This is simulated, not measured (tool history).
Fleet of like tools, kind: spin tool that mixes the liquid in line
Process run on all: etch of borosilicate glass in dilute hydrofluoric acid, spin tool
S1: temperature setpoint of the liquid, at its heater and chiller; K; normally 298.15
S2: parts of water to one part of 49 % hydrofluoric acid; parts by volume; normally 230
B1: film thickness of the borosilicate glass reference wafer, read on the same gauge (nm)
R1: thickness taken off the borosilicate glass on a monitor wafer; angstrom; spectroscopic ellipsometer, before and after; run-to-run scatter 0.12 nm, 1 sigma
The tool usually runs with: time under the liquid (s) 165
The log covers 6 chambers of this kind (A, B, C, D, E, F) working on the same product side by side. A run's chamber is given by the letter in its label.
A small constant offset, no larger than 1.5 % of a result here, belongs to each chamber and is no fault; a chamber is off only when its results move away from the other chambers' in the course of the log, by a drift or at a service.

{"run": "1A", "day": 0.292, "S1": 298.15, "S2": 230, "time under the liquid (s)": 165, "B1": 150, "R1": 204.76}
{"run": "2C", "day": 0.571, "S1": 298.15, "S2": 230, "time under the liquid (s)": 165, "B1": 149.99, "R1": 204.02}
{"run": "3F", "day": 0.804, "S1": 298.15, "S2": 230, "time under the liquid (s)": 165, "B1": 150, "R1": 202.14}
{"run": "4D", "day": 0.942, "S1": 298.15, "S2": 230, "time under the liquid (s)": 165, "B1": 149.99, "R1": 203.84}
{"run": "5B", "day": 1.233, "S1": 298.15, "S2": 230, "time under the liquid (s)": 165, "B1": 149.99, "R1": 200.61}
{"run": "6E", "day": 1.417, "S1": 298.15, "S2": 230, "time under the liquid (s)": 165, "B1": 150, "R1": 202.42}
{"day": 1.479, "done": "chamber C: thermometer replaced"}
{"run": "7B", "day": 1.596, "S1": 298.15, "S2": 230, "time under the liquid (s)": 165, "B1": 149.99, "R1": 200.9}
{"run": "8F", "day": 1.812, "S1": 298.15, "S2": 230, "time under the liquid (s)": 165, "B1": 150.01, "R1": 201.71}
{"run": "9E", "day": 1.942, "S1": 298.15, "S2": 230, "time under the liquid (s)": 165, "B1": 149.98, "R1": 202.7}
{"run": "10C", "day": 2.133, "S1": 298.15, "S2": 230, "time under the liquid (s)": 165, "B1": 150.01, "R1": 203.66}
{"run": "11D", "day": 2.3, "S1": 298.15, "S2": 230, "time under the liquid (s)": 165, "B1": 150.01, "R1": 205.52}
{"run": "12A", "day": 2.525, "S1": 298.15, "S2": 230, "time under the liquid (s)": 165, "B1": 150, "R1": 204.42}
{"run": "13D", "day": 2.654, "S1": 298.15, "S2": 230, "time under the liquid (s)": 165, "B1": 149.99, "R1": 203.08}
{"run": "14E", "day": 2.838, "S1": 298.15, "S2": 230, "time under the liquid (s)": 165, "B1": 150.02, "R1": 203.86}
{"run": "15B", "day": 3.075, "S1": 298.15, "S2": 230, "time under the liquid (s)": 165, "B1": 149.99, "R1": 203.62}
{"run": "16A", "day": 3.354, "S1": 298.15, "S2": 230, "time under the liquid (s)": 165, "B1": 150.01, "R1": 204.74}
{"day": 3.362, "done": "chamber A: thermometer replaced"}
{"run": "17F", "day": 3.633, "S1": 298.15, "S2": 230, "time under the liquid (s)": 165, "B1": 149.98, "R1": 203.54}
{"run": "18C", "day": 3.817, "S1": 298.15, "S2": 230, "time under the liquid (s)": 165, "B1": 150.02, "R1": 204.46}
{"run": "19E", "day": 3.967, "S1": 298.15, "S2": 230, "time under the liquid (s)": 165, "B1": 150, "R1": 203.14}
{"run": "20B", "day": 4.246, "S1": 298.15, "S2": 165, "time under the liquid (s)": 165, "B1": 150.01, "R1": 304.3}
{"run": "21D", "day": 4.392, "S1": 298.15, "S2": 165, "time under the liquid (s)": 165, "B1": 150.03, "R1": 306.24}
{"run": "22F", "day": 4.546, "S1": 298.15, "S2": 165, "time under the liquid (s)": 165, "B1": 149.99, "R1": 298.96}
{"run": "23C", "day": 4.758, "S1": 298.15, "S2": 165, "time under the liquid (s)": 165, "B1": 149.99, "R1": 305.61}
{"run": "24A", "day": 5.0, "S1": 298.15, "S2": 165, "time under the liquid (s)": 165, "B1": 150.01, "R1": 310.77}
{"run": "25C", "day": 5.25, "S1": 298.15, "S2": 165, "time under the liquid (s)": 165, "B1": 150.02, "R1": 306.06}
{"run": "26A", "day": 5.404, "S1": 298.15, "S2": 230, "time under the liquid (s)": 165, "B1": 150.01, "R1": 205.17}
{"run": "27D", "day": 5.692, "S1": 298.15, "S2": 230, "time under the liquid (s)": 165, "B1": 150, "R1": 202.55}
{"run": "28F", "day": 5.95, "S1": 298.15, "S2": 230, "time under the liquid (s)": 165, "B1": 150.01, "R1": 202.4}
{"run": "29E", "day": 6.1, "S1": 298.15, "S2": 230, "time under the liquid (s)": 165, "B1": 150.01, "R1": 203.76}
{"run": "30B", "day": 6.329, "S1": 298.15, "S2": 230, "time under the liquid (s)": 165, "B1": 149.99, "R1": 202.57}
{"day": 6.396, "done": "chamber D: hydrofluoric acid flow meter replaced"}
{"run": "31E", "day": 6.588, "S1": 298.15, "S2": 230, "time under the liquid (s)": 225, "B1": 150.01, "R1": 275.79}
{"run": "32D", "day": 6.742, "S1": 298.15, "S2": 230, "time under the liquid (s)": 225, "B1": 150, "R1": 278.25}
{"run": "33B", "day": 6.992, "S1": 298.15, "S2": 230, "time under the liquid (s)": 225, "B1": 150.03, "R1": 276.05}
{"run": "34C", "day": 7.167, "S1": 298.15, "S2": 230, "time under the liquid (s)": 225, "B1": 150, "R1": 280.53}
{"run": "35F", "day": 7.412, "S1": 298.15, "S2": 230, "time under the liquid (s)": 225, "B1": 150.04, "R1": 278.35}
{"run": "36A", "day": 7.554, "S1": 298.15, "S2": 230, "time under the liquid (s)": 225, "B1": 150, "R1": 281.7}

Decide between three cases: one chamber stands off from its peers, the gauge reading all wafers drifts, or nothing is wrong past each chamber's small offset. Where a chamber is off, say which and what most likely put it there.

The fleet is healthy, with each chamber sitting at its usual small offset and no drift in the gauge.
